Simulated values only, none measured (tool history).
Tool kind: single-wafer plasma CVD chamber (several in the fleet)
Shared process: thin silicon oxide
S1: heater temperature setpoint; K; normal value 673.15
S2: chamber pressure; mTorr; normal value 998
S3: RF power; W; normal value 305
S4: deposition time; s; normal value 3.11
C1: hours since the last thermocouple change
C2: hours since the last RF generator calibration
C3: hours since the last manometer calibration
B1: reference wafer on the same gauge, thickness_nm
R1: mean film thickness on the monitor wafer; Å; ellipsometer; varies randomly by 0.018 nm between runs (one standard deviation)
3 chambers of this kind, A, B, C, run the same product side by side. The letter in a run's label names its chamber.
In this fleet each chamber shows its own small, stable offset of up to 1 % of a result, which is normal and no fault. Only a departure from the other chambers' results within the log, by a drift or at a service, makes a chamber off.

| run | hour | S1 | S2 | S3 | S4 | C1 | C2 | C3 | B1 | R1 |
|---|---|---|---|---|---|---|---|---|---|---|
| 1C | 11.6 | 673.15 | 998 | 305 | 3.11 | 441.4 | 252.8 | 2022.8 | 6.8829 | 68.885 |
| 2B | 23.0 | 673.15 | 998 | 305 | 3.11 | 1200.3 | 166.3 | 259.2 | 6.8833 | 69.579 |
| 3A | 36.5 | 673.15 | 998 | 305 | 3.11 | 1099.9 | 582.1 | 1040.1 | 6.8785 | 69.549 |
| 4A | 44.6 | 673.15 | 998 | 305 | 3.11 | 1108.0 | 590.2 | 1048.2 | 6.8793 | 69.640 |
| 5C | 55.3 | 673.15 | 998 | 305 | 3.11 | 485.1 | 296.5 | 2066.5 | 6.8802 | 69.369 |
| 6B | 66.7 | 668.15 | 998 | 305 | 3.67 | 1244.0 | 210.0 | 302.9 | 6.8801 | 82.345 |
| 7B | 77.9 | 668.15 | 998 | 305 | 3.67 | 1255.2 | 221.2 | 314.1 | 6.8749 | 82.328 |
| 8C | 88.2 | 668.15 | 998 | 305 | 3.67 | 518.0 | 329.4 | 2099.4 | 6.8829 | 82.064 |
| 9A | 100.1 | 673.15 | 998 | 305 | 3.11 | 1163.5 | 645.7 | 1103.7 | 6.8837 | 69.552 |
|  | 110.5 | chamber C: capacitance manometer re-zeroed and calibrated |
| 10C | 111.4 | 673.15 | 998 | 305 | 3.11 | 541.2 | 352.6 | 0.9 | 6.8820 | 67.335 |
| 11B | 122.7 | 673.15 | 998 | 305 | 3.11 | 1300.0 | 266.0 | 358.9 | 6.8795 | 69.828 |
| 12A | 133.2 | 673.15 | 998 | 305 | 3.11 | 1196.6 | 678.8 | 1136.8 | 6.8812 | 69.494 |
| 13A | 144.7 | 673.15 | 998 | 305 | 3.11 | 1208.1 | 690.3 | 1148.3 | 6.8803 | 69.576 |
| 14B | 157.8 | 673.15 | 998 | 305 | 3.11 | 1335.1 | 301.1 | 394.0 | 6.8823 | 69.417 |
| 15C | 172.4 | 673.15 | 998 | 305 | 3.11 | 602.2 | 413.6 | 61.9 | 6.8821 | 67.961 |
| 16B | 184.2 | 667.15 | 998 | 305 | 3.55 | 1361.5 | 327.5 | 420.4 | 6.8822 | 79.973 |
| 17A | 198.3 | 667.15 | 998 | 305 | 3.55 | 1261.7 | 743.9 | 1201.9 | 6.8760 | 79.610 |
| 18C | 208.0 | 667.15 | 998 | 305 | 3.55 | 637.8 | 449.2 | 97.5 | 6.8814 | 77.263 |
| 19A | 221.4 | 673.15 | 998 | 305 | 3.11 | 1284.8 | 767.0 | 1225.0 | 6.8783 | 69.409 |
| 20C | 234.8 | 673.15 | 998 | 305 | 3.11 | 664.6 | 476.0 | 124.3 | 6.8831 | 67.762 |
| 21B | 246.2 | 673.15 | 998 | 305 | 3.11 | 1423.5 | 389.5 | 482.4 | 6.8800 | 69.522 |
| 22C | 253.5 | 673.15 | 998 | 305 | 3.11 | 683.3 | 494.7 | 143.0 | 6.8839 | 67.713 |
| 23A | 263.4 | 673.15 | 998 | 305 | 3.11 | 1326.8 | 809.0 | 1267.0 | 6.8825 | 70.100 |
| 24B | 274.9 | 673.15 | 1148 | 305 | 3.11 | 1452.2 | 418.2 | 511.1 | 6.8795 | 76.453 |
| 25C | 284.8 | 673.15 | 1148 | 305 | 3.11 | 714.6 | 526.0 | 174.3 | 6.8763 | 74.528 |
| 26B | 295.9 | 673.15 | 1148 | 305 | 3.11 | 1473.2 | 439.2 | 532.1 | 6.8844 | 76.303 |
| 27A | 307.7 | 673.15 | 998 | 305 | 3.11 | 1371.1 | 853.3 | 1311.3 | 6.8809 | 69.443 |
| 28B | 317.1 | 673.15 | 998 | 305 | 3.11 | 1494.4 | 460.4 | 553.3 | 6.8813 | 69.506 |
| 29A | 324.9 | 673.15 | 998 | 305 | 3.11 | 1388.3 | 870.5 | 1328.5 | 6.8793 | 69.633 |
| 30C | 332.8 | 673.15 | 998 | 305 | 3.11 | 762.6 | 574.0 | 222.3 | 6.8836 | 67.889 |
| 31B | 343.8 | 673.15 | 998 | 305 | 3.11 | 1521.1 | 487.1 | 580.0 | 6.8787 | 69.944 |

All 3 chambers run these settings next. Forecast each chamber's results:
| 32A | 354.8 | 681.15 | 998 | 305 | 3.11 |  |  |  |  | ? |
| 32B | 354.8 | 681.15 | 998 | 305 | 3.11 |  |  |  |  | ? |
| 32C | 354.8 | 681.15 | 998 | 305 | 3.11 |  |  |  |  | ? |

| run | R1 |
|---|---|
| 32A | 69.157 |
| 32B | 69.154 |
| 32C | 67.296 |
